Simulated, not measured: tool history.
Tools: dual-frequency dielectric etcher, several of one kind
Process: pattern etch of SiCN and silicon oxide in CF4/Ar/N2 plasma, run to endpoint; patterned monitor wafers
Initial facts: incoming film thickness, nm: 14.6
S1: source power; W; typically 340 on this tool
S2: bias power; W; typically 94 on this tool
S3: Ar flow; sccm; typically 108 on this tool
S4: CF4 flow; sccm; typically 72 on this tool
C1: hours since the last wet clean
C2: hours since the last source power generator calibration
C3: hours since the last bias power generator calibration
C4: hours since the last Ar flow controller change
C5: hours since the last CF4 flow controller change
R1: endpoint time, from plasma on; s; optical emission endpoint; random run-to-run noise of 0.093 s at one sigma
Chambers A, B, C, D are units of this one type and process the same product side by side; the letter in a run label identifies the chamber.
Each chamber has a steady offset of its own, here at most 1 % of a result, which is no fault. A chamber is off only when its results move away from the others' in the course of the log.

run	hour	S1	S2	S3	S4	C1	C2	C3	C4	C5	R1
1C	10.2	340	94	108	72	102.0	1541.2	206.8	1931.0	3818.2	19.946
2A	18.1	340	94	108	72	497.2	2175.4	3308.8	2808.8	2910.2	19.833
3B	23.9	340	94	108	72	240.1	2737.9	830.7	410.6	3209.0	19.937
4D	29.1	340	94	108	72	327.3	1549.9	679.1	261.9	1171.6	19.851
# hour 31.0: chamber A: wet clean of the chamber
5B	33.9	340	94	108	72	250.1	2747.9	840.7	420.6	3219.0	19.991
6D	39.5	340	94	108	72	337.7	1560.3	689.5	272.3	1182.0	20.008
7C	49.0	410	94	88	72	140.8	1580.0	245.6	1969.8	3857.0	16.491
8A	54.4	410	94	88	72	23.5	2211.7	3345.1	2845.1	2946.5	16.262
9D	63.0	410	94	88	72	361.2	1583.8	713.0	295.8	1205.5	16.359
# hour 68.1: chamber D: wet clean of the chamber
10B	73.8	410	94	88	72	290.0	2787.8	880.6	460.5	3258.9	16.470
11A	83.6	340	94	108	72	52.7	2240.9	3374.3	2874.3	2975.7	19.965
12C	93.3	340	94	108	72	185.1	1624.3	289.9	2014.1	3901.3	19.945
13B	103.0	340	84	108	72	319.2	2817.0	909.8	489.7	3288.1	20.775
# hour 104.8: chamber B: wet clean of the chamber
14A	109.6	340	84	108	72	78.7	2266.9	3400.3	2900.3	3001.7	20.550
15C	119.6	340	84	108	72	211.4	1650.6	316.2	2040.4	3927.6	20.874
16D	129.8	340	84	108	72	61.7	1650.6	779.8	362.6	1272.3	20.751
# hour 132.4: chamber A: Ar flow controller replaced
17A	140.0	340	94	108	72	109.1	2297.3	3430.7	7.6	3032.1	19.854
18D	146.1	340	94	108	72	78.0	1666.9	796.1	378.9	1288.6	19.960
19B	156.4	340	94	108	72	51.6	2870.4	963.2	543.1	3341.5	20.127
20C	166.3	340	94	108	72	258.1	1697.3	362.9	2087.1	3974.3	20.147
21D	172.8	340	94	108	72	104.7	1693.6	822.8	405.6	1315.3	20.070
22A	182.9	340	94	108	72	152.0	2340.2	3473.6	50.5	3075.0	19.849
23B	192.3	340	94	108	72	87.5	2906.3	999.1	579.0	3377.4	20.074
24C	197.8	340	94	108	72	289.6	1728.8	394.4	2118.6	4005.8	20.225
25D	207.5	340	94	108	72	139.4	1728.3	857.5	440.3	1350.0	19.967
26C	218.1	340	94	108	72	309.9	1749.1	414.7	2138.9	4026.1	20.305
27A	222.9	340	94	108	72	192.0	2380.2	3513.6	90.5	3115.0	19.785
28B	232.3	340	94	108	72	127.5	2946.3	1039.1	619.0	3417.4	19.868
29C	240.4	340	94	108	72	332.2	1771.4	437.0	2161.2	4048.4	20.166
30A	245.6	340	94	108	72	214.7	2402.9	3536.3	113.2	3137.7	19.675
31D	255.5	340	94	108	72	187.4	1776.3	905.5	488.3	1398.0	20.042
32B	260.2	340	94	116	72	155.4	2974.2	1067.0	646.9	3445.3	20.148
33A	266.0	340	94	116	72	235.1	2423.3	3556.7	133.6	3158.1	20.000
34D	274.0	340	94	116	72	205.9	1794.8	924.0	506.8	1416.5	20.352
35B	281.9	340	94	116	72	177.1	2995.9	1088.7	668.6	3467.0	20.144

The same settings go to every chamber for the next run, one line per chamber below. Forecast the results for each:
36A	289.7	340	94	108	72						?
36B	289.7	340	94	108	72						?
36C	289.7	340	94	108	72						?
36D	289.7	340	94	108	72						?

run	R1
36A	19.720
36B	19.936
36C	20.434
36D	19.878
